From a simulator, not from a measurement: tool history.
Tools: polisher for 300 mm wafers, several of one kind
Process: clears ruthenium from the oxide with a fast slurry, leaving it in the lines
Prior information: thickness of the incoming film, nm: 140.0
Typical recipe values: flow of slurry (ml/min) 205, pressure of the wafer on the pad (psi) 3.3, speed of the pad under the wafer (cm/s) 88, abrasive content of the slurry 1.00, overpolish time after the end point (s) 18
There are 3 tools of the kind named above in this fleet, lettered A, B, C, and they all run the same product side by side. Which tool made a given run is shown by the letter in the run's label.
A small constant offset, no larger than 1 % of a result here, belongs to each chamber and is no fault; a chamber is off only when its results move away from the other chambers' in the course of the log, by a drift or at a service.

| run | hour | flow of slurry (ml/min) | pressure of the wafer on the pad (psi) | speed of the pad under the wafer (cm/s) | abrasive content of the slurry | overpolish time after the end point (s) | time until the end point was called (s) | dishing of a wide line in a test structure (Å) |
|---|---|---|---|---|---|---|---|---|
| 1A | 7.4 | 205 | 3.3 | 88 | 1.00 | 18 | 36.689 | 473.98 |
| 2B | 13.2 | 205 | 3.3 | 88 | 1.00 | 18 | 34.930 | 463.32 |
|  | 13.5 | chamber B: worn pad replaced by a new one |
|  | 15.8 | chamber C: slurry nozzle cleaned |
| 3C | 20.7 | 205 | 3.3 | 88 | 1.00 | 18 | 37.006 | 467.63 |
| 4A | 26.5 | 205 | 3.3 | 88 | 1.00 | 18 | 36.256 | 468.31 |
|  | 31.7 | chamber C: slurry blender recalibrated |
| 5B | 35.0 | 205 | 3.3 | 88 | 1.00 | 18 | 36.186 | 471.95 |
| 6C | 41.3 | 205 | 3.3 | 88 | 1.00 | 18 | 35.701 | 483.51 |
| 7C | 50.9 | 205 | 3.3 | 88 | 1.00 | 18 | 35.288 | 471.53 |
|  | 54.8 | chamber A: slurry blender recalibrated |
| 8B | 57.3 | 205 | 3.3 | 88 | 1.00 | 18 | 35.013 | 480.53 |
| 9A | 65.0 | 205 | 3.3 | 88 | 1.00 | 18 | 34.755 | 472.63 |
| 10A | 73.1 | 205 | 3.3 | 88 | 1.00 | 18 | 35.383 | 486.35 |
|  | 74.0 | chamber C: worn pad replaced by a new one |
| 11B | 79.6 | 205 | 3.3 | 88 | 1.00 | 18 | 35.365 | 490.83 |
|  | 81.4 | chamber B: worn pad replaced by a new one |
| 12C | 84.9 | 205 | 3.3 | 88 | 1.00 | 18 | 35.794 | 476.68 |
| 13C | 90.9 | 205 | 3.3 | 88 | 1.00 | 18 | 34.410 | 474.17 |
|  | 92.5 | chamber A: worn pad replaced by a new one |
| 14A | 98.8 | 205 | 3.3 | 88 | 1.00 | 18 | 35.884 | 499.79 |
| 15B | 107.6 | 205 | 3.3 | 62 | 1.00 | 8 | 49.726 | 192.07 |
| 16C | 113.4 | 205 | 3.3 | 62 | 1.00 | 8 | 52.177 | 180.76 |
| 17A | 121.3 | 205 | 3.3 | 62 | 1.00 | 8 | 51.067 | 185.27 |
|  | 129.0 | chamber C: head pressure recalibrated |
| 18B | 129.8 | 205 | 3.3 | 88 | 1.00 | 18 | 35.866 | 490.41 |
| 19B | 136.4 | 205 | 3.3 | 88 | 1.00 | 18 | 34.934 | 475.45 |
| 20C | 142.7 | 205 | 3.3 | 88 | 1.00 | 18 | 35.775 | 474.85 |
|  | 147.1 | chamber B: worn pad replaced by a new one |
| 21A | 148.6 | 205 | 3.3 | 88 | 1.00 | 18 | 33.752 | 473.30 |
| 22C | 157.0 | 205 | 3.3 | 88 | 1.00 | 18 | 35.306 | 477.93 |
| 23B | 163.3 | 205 | 3.3 | 88 | 1.00 | 18 | 34.878 | 485.94 |
| 24A | 168.3 | 245 | 3.3 | 88 | 1.00 | 18 | 34.465 | 485.52 |
| 25B | 173.0 | 245 | 3.3 | 88 | 1.00 | 18 | 35.614 | 492.11 |
|  | 174.5 | chamber B: slurry blender recalibrated |
|  | 176.8 | chamber A: slurry nozzle cleaned |
| 26C | 180.3 | 245 | 3.3 | 88 | 1.00 | 18 | 34.666 | 487.88 |
| 27A | 188.1 | 205 | 3.3 | 88 | 1.00 | 18 | 35.722 | 487.98 |
| 28A | 195.9 | 205 | 3.3 | 88 | 1.00 | 18 | 35.535 | 490.13 |
| 29C | 201.2 | 205 | 3.3 | 88 | 1.00 | 18 | 36.457 | 491.01 |
|  | 202.9 | chamber B: head pressure recalibrated |
| 30B | 208.0 | 205 | 3.3 | 88 | 1.00 | 18 | 35.540 | 471.76 |
| 31C | 216.7 | 205 | 3.3 | 88 | 1.00 | 18 | 35.373 | 480.35 |

Is one chamber off against the others, does the gauge drift, or is nothing wrong? If a chamber is off, say which, and what the likeliest cause is.

No chamber is off and the gauge is stable; the differences are just each chamber's small, constant offset.
